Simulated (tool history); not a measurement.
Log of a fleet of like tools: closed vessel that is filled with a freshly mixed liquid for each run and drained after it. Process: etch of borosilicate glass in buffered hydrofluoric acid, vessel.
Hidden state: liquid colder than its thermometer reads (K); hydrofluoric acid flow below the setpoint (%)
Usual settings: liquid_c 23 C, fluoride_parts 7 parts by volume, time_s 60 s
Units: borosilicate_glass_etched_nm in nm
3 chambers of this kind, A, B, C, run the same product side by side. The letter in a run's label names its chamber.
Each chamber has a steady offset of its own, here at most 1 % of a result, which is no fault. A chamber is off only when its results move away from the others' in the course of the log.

run   hour  liquid_c  fluoride_parts  time_s  hours since the thermometer was replaced  hours since the hydrofluoric acid flow meter was replaced  read-back film thickness of the borosilicate glass reference wafer, read on the same gauge (nm)  borosilicate_glass_etched_nm
 1B    4.5        23               7      60                                     664.8                                                      431.6                                                                                              150                        99.882
 2A   10.8        23               7      60                                     360.5                                                       83.8                                                                                           149.99                        98.546
 3C   16.6        23               7      60                                     321.9                                                     1365.1                                                                                           150.03                        99.025
 4A   23.1        23               7      60                                     372.8                                                       96.1                                                                                              150                        99.816
 5C   28.6        23               7      60                                     333.9                                                     1377.1                                                                                           150.01                        99.151
 6B   35.9        23               7      60                                     696.2                                                        463                                                                                           149.99                        99.126
 7B   45.7        23               7      60                                       706                                                      472.8                                                                                              150                        99.909
 8C   52.7        23               7      60                                       358                                                     1401.2                                                                                           150.01                        98.962
 9A   60.9        23               7      60                                     410.6                                                      133.9                                                                                           150.01                        99.227
10B   65.5        23               7      60                                     725.8                                                      492.6                                                                                           149.99                        99.379
11C   72.5        23               7      60                                     377.8                                                       1421                                                                                              150                        99.567
12A   78.2        23             8.5      60                                     427.9                                                      151.2                                                                                              150                        80.122
13C   87.9        23             8.5      60                                     393.2                                                     1436.4                                                                                           149.99                        79.804
14B   92.9        23             8.5      60                                     753.2                                                        520                                                                                              150                        80.952
15A    100        23               6      60                                     449.7                                                        173                                                                                           149.99                        113.07
16A  104.8        23               6      60                                     454.5                                                      177.8                                                                                           150.01                        113.77
17B  114.7        23               6      60                                       775                                                      541.8                                                                                           149.99                         113.3
18C  123.1        23               7      60                                     428.4                                                     1471.6                                                                                           150.02                        99.357
19C  130.8        23               7      60                                     436.1                                                     1479.3                                                                                              150                        100.05
20A  139.5        23               7      60                                     489.2                                                      212.5                                                                                              150                        99.293
21B  148.9        23               7      60                                     809.2                                                        576                                                                                           150.02                        99.846
22B  155.2        23               7      60                                     815.5                                                      582.3                                                                                           150.02                        100.76
23A  161.5        23               7      60                                     511.2                                                      234.5                                                                                              150                        99.346
24C  169.5        23               7      75                                     474.8                                                       1518                                                                                           149.99                        123.76
25B  174.8        23               7      75                                     835.1                                                      601.9                                                                                              150                        124.02
26A  181.5        23               7      75                                     531.2                                                      254.5                                                                                              150                        122.97

Next, every chamber runs the same settings. What will each give?
27A  188.9        23               7      60                                                                                                                                                                                                                                   ?
27B  188.9        23               7      60                                                                                                                                                                                                                                   ?
27C  188.9        23               7      60                                                                                                                                                                                                                                   ?

run  borosilicate_glass_etched_nm
27A                        98.799
27B                        100.38
27C                        99.226
